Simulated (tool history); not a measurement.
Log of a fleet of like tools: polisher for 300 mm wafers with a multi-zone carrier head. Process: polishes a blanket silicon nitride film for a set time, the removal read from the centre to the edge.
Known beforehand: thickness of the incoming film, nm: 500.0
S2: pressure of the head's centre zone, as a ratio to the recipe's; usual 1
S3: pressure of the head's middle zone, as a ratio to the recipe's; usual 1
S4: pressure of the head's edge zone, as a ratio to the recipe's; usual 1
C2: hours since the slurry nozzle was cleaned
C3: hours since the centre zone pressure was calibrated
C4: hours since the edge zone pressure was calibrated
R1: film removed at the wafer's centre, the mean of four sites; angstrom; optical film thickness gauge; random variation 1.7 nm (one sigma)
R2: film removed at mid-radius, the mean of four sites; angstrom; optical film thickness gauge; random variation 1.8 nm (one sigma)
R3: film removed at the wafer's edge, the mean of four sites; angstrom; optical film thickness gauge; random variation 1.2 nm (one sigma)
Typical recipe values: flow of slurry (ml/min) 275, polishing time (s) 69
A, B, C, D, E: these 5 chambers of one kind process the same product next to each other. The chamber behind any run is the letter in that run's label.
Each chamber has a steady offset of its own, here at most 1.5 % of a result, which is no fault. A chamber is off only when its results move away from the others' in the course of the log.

run 1C hour=5.7 | flow_of_slurry_(ml/min)=275 S2=1 S3=1 S4=1 polishing_time_(s)=69 | wafers_polished_on_this_pad=188 C2=434.8 C3=10.3 C4=609.8 | R1=1377.8 R2=1372 R3=1382.9
run 2B hour=11.8 | flow_of_slurry_(ml/min)=275 S2=1 S3=1 S4=1 polishing_time_(s)=69 | wafers_polished_on_this_pad=311 C2=386.7 C3=989.6 C4=490 | R1=1360 R2=1370.1 R3=1385.8
run 3E hour=15.4 | flow_of_slurry_(ml/min)=275 S2=1 S3=1 S4=1 polishing_time_(s)=69 | wafers_polished_on_this_pad=183 C2=342.6 C3=418.8 C4=1096.6 | R1=1371.3 R2=1363.9 R3=1370.1
run 4D hour=19.2 | flow_of_slurry_(ml/min)=275 S2=1 S3=1 S4=1 polishing_time_(s)=69 | wafers_polished_on_this_pad=546 C2=308 C3=831.4 C4=1236.5 | R1=1386.1 R2=1374.5 R3=1374.7
run 5A hour=23.9 | flow_of_slurry_(ml/min)=275 S2=1 S3=1 S4=1 polishing_time_(s)=69 | wafers_polished_on_this_pad=397 C2=41 C3=216.4 C4=112.1 | R1=1380.6 R2=1384.7 R3=1387.2
run 6A hour=28.2 | flow_of_slurry_(ml/min)=275 S2=1 S3=1 S4=1 polishing_time_(s)=69 | wafers_polished_on_this_pad=439 C2=45.3 C3=220.7 C4=116.4 | R1=1351.3 R2=1366.9 R3=1393.8
-- hour=29.7 chamber C: edge zone pressure recalibrated
run 7D hour=32.9 | flow_of_slurry_(ml/min)=275 S2=1 S3=1 S4=1 polishing_time_(s)=69 | wafers_polished_on_this_pad=682 C2=321.7 C3=845.1 C4=1250.2 | R1=1392.6 R2=1372.1 R3=1370.7
-- hour=33.8 chamber C: slurry nozzle cleaned
-- hour=37.8 chamber E: slurry nozzle cleaned
run 8B hour=38 | flow_of_slurry_(ml/min)=275 S2=1 S3=1 S4=1 polishing_time_(s)=69 | wafers_polished_on_this_pad=570 C2=412.9 C3=1015.8 C4=516.2 | R1=1377.2 R2=1385.2 R3=1377.5
run 9E hour=43.3 | flow_of_slurry_(ml/min)=275 S2=1 S3=1 S4=1.07 polishing_time_(s)=81 | wafers_polished_on_this_pad=459 C2=5.5 C3=446.7 C4=1124.5 | R1=1612.7 R2=1598.3 R3=1708.9
-- hour=44.6 chamber A: worn pad replaced by a new one
run 10C hour=46.6 | flow_of_slurry_(ml/min)=275 S2=1 S3=1 S4=1.07 polishing_time_(s)=81 | wafers_polished_on_this_pad=593 C2=12.8 C3=51.2 C4=17 | R1=1634.1 R2=1564.8 R3=1673.7
run 11E hour=50.5 | flow_of_slurry_(ml/min)=275 S2=1 S3=1 S4=1.07 polishing_time_(s)=81 | wafers_polished_on_this_pad=530 C2=12.7 C3=453.9 C4=1131.7 | R1=1598.7 R2=1581.8 R3=1662.8
run 12C hour=53.8 | flow_of_slurry_(ml/min)=275 S2=1 S3=1 S4=1.07 polishing_time_(s)=81 | wafers_polished_on_this_pad=665 C2=20 C3=58.4 C4=24.2 | R1=1587.8 R2=1599.4 R3=1638.6
run 13D hour=56.5 | flow_of_slurry_(ml/min)=275 S2=1 S3=1 S4=1.07 polishing_time_(s)=81 | wafers_polished_on_this_pad=915 C2=345.3 C3=868.7 C4=1273.8 | R1=1664.3 R2=1591.3 R3=1658.3
run 14B hour=59.9 | flow_of_slurry_(ml/min)=275 S2=1 S3=1 S4=1 polishing_time_(s)=69 | wafers_polished_on_this_pad=787 C2=434.8 C3=1037.7 C4=538.1 | R1=1351.7 R2=1361 R3=1378.2
-- hour=61.9 chamber B: slurry nozzle cleaned
-- hour=62.6 chamber E: worn pad replaced by a new one
-- hour=62.8 chamber D: edge zone pressure recalibrated
run 15A hour=63.4 | flow_of_slurry_(ml/min)=275 S2=1 S3=1 S4=1 polishing_time_(s)=69 | wafers_polished_on_this_pad=186 C2=80.5 C3=255.9 C4=151.6 | R1=1358.7 R2=1361.5 R3=1389.9
run 16B hour=66.3 | flow_of_slurry_(ml/min)=275 S2=1 S3=1 S4=1 polishing_time_(s)=69 | wafers_polished_on_this_pad=850 C2=4.5 C3=1044.1 C4=544.5 | R1=1382 R2=1328.6 R3=1395.9
run 17D hour=71.6 | flow_of_slurry_(ml/min)=275 S2=1 S3=1 S4=1 polishing_time_(s)=69 | wafers_polished_on_this_pad=1065 C2=360.4 C3=883.8 C4=8.8 | R1=1353.1 R2=1405.3 R3=1361.8
run 18A hour=75.8 | flow_of_slurry_(ml/min)=275 S2=1 S3=1 S4=1 polishing_time_(s)=69 | wafers_polished_on_this_pad=309 C2=92.9 C3=268.3 C4=164 | R1=1369.1 R2=1384.7 R3=1396.7
-- hour=79.5 chamber D: worn pad replaced by a new one
run 19E hour=79.7 | flow_of_slurry_(ml/min)=275 S2=1 S3=1 S4=1 polishing_time_(s)=69 | wafers_polished_on_this_pad=169 C2=41.9 C3=483.1 C4=1160.9 | R1=1357 R2=1383.4 R3=1354.3
run 20C hour=84.5 | flow_of_slurry_(ml/min)=275 S2=1 S3=1 S4=1 polishing_time_(s)=69 | wafers_polished_on_this_pad=968 C2=50.7 C3=89.1 C4=54.9 | R1=1367.1 R2=1301.7 R3=1337.5
run 21A hour=90 | flow_of_slurry_(ml/min)=275 S2=1 S3=1 S4=1 polishing_time_(s)=69 | wafers_polished_on_this_pad=450 C2=107.1 C3=282.5 C4=178.2 | R1=1325.1 R2=1394 R3=1375
run 22D hour=96.1 | flow_of_slurry_(ml/min)=275 S2=1 S3=1 S4=1 polishing_time_(s)=69 | wafers_polished_on_this_pad=164 C2=384.9 C3=908.3 C4=33.3 | R1=1364.1 R2=1362.4 R3=1373.4
run 23C hour=99.6 | flow_of_slurry_(ml/min)=275 S2=1 S3=1 S4=1 polishing_time_(s)=69 | wafers_polished_on_this_pad=1118 C2=65.8 C3=104.2 C4=70 | R1=1292 R2=1303.1 R3=1317
-- hour=101.9 chamber B: centre zone pressure recalibrated
run 24E hour=103.5 | flow_of_slurry_(ml/min)=275 S2=1 S3=1 S4=1 polishing_time_(s)=69 | wafers_polished_on_this_pad=405 C2=65.7 C3=506.9 C4=1184.7 | R1=1370.8 R2=1374.8 R3=1372.7
-- hour=106.2 chamber A: centre zone pressure recalibrated
run 25B hour=107.9 | flow_of_slurry_(ml/min)=275 S2=1 S3=1 S4=1 polishing_time_(s)=69 | wafers_polished_on_this_pad=1262 C2=46.1 C3=6 C4=586.1 | R1=1395.4 R2=1365.9 R3=1403.6
run 26A hour=112.5 | flow_of_slurry_(ml/min)=275 S2=1 S3=1 S4=1 polishing_time_(s)=69 | wafers_polished_on_this_pad=672 C2=129.6 C3=6.3 C4=200.7 | R1=1381.5 R2=1352.2 R3=1387.1
run 27C hour=118.4 | flow_of_slurry_(ml/min)=275 S2=1 S3=1 S4=1 polishing_time_(s)=69 | wafers_polished_on_this_pad=1304 C2=84.6 C3=123 C4=88.8 | R1=1301.9 R2=1295.6 R3=1301.6
-- hour=120.9 chamber A: worn pad replaced by a new one
-- hour=121 chamber B: worn pad replaced by a new one
run 28D hour=122.7 | flow_of_slurry_(ml/min)=275 S2=1 S3=1 S4=1 polishing_time_(s)=69 | wafers_polished_on_this_pad=427 C2=411.5 C3=934.9 C4=59.9 | R1=1388.5 R2=1370.8 R3=1377.9
run 29E hour=125.9 | flow_of_slurry_(ml/min)=275 S2=1 S3=1 S4=1 polishing_time_(s)=69 | wafers_polished_on_this_pad=626 C2=88.1 C3=529.3 C4=1207.1 | R1=1374.3 R2=1346.8 R3=1400.2
-- hour=130.6 chamber E: worn pad replaced by a new one
run 30B hour=130.6 | flow_of_slurry_(ml/min)=275 S2=1 S3=1 S4=1 polishing_time_(s)=69 | wafers_polished_on_this_pad=95 C2=68.8 C3=28.7 C4=608.8 | R1=1400.6 R2=1373.8 R3=1380.9
run 31A hour=136.6 | flow_of_slurry_(ml/min)=275 S2=1 S3=1 S4=1 polishing_time_(s)=69 | wafers_polished_on_this_pad=155 C2=153.7 C3=30.4 C4=224.8 | R1=1374.1 R2=1375.9 R3=1396.6
run 32E hour=140.4 | flow_of_slurry_(ml/min)=275 S2=1 S3=1 S4=1 polishing_time_(s)=69 | wafers_polished_on_this_pad=97 C2=102.6 C3=543.8 C4=1221.6 | R1=1383.6 R2=1353.9 R3=1388
run 33B hour=144.7 | flow_of_slurry_(ml/min)=275 S2=1 S3=1 S4=1 polishing_time_(s)=69 | wafers_polished_on_this_pad=235 C2=82.9 C3=42.8 C4=622.9 | R1=1362.1 R2=1342.1 R3=1387.4
run 34D hour=147.3 | flow_of_slurry_(ml/min)=275 S2=1 S3=1 S4=1 polishing_time_(s)=69 | wafers_polished_on_this_pad=671 C2=436.1 C3=959.5 C4=84.5 | R1=1385.4 R2=1360.5 R3=1383
run 35C hour=153.3 | flow_of_slurry_(ml/min)=275 S2=1 S3=1 S4=1 polishing_time_(s)=69 | wafers_polished_on_this_pad=1650 C2=119.5 C3=157.9 C4=123.7 | R1=1219.3 R2=1256.4 R3=1241.7
run 36C hour=157.5 | flow_of_slurry_(ml/min)=275 S2=1 S3=1 S4=1 polishing_time_(s)=69 | wafers_polished_on_this_pad=1691 C2=123.7 C3=162.1 C4=127.9 | R1=1265.8 R2=1220.1 R3=1247.2

For the next run the whole fleet of 5 chambers uses the same settings. Give each chamber's results:
run 37A hour=161.9 | flow_of_slurry_(ml/min)=275 S2=1 S3=1 S4=1 polishing_time_(s)=69 | R1=? R2=? R3=?
run 37B hour=161.9 | flow_of_slurry_(ml/min)=275 S2=1 S3=1 S4=1 polishing_time_(s)=69 | R1=? R2=? R3=?
run 37C hour=161.9 | flow_of_slurry_(ml/min)=275 S2=1 S3=1 S4=1 polishing_time_(s)=69 | R1=? R2=? R3=?
run 37D hour=161.9 | flow_of_slurry_(ml/min)=275 S2=1 S3=1 S4=1 polishing_time_(s)=69 | R1=? R2=? R3=?
run 37E hour=161.9 | flow_of_slurry_(ml/min)=275 S2=1 S3=1 S4=1 polishing_time_(s)=69 | R1=? R2=? R3=?

run=37A R1=1356.6 R2=1381.8 R3=1401.6
run=37B R1=1391.6 R2=1357 R3=1382.1
run=37C R1=1238.2 R2=1237.6 R3=1258.3
run=37D R1=1379.1 R2=1390.9 R3=1384.6
run=37E R1=1360.1 R2=1357.1 R3=1362
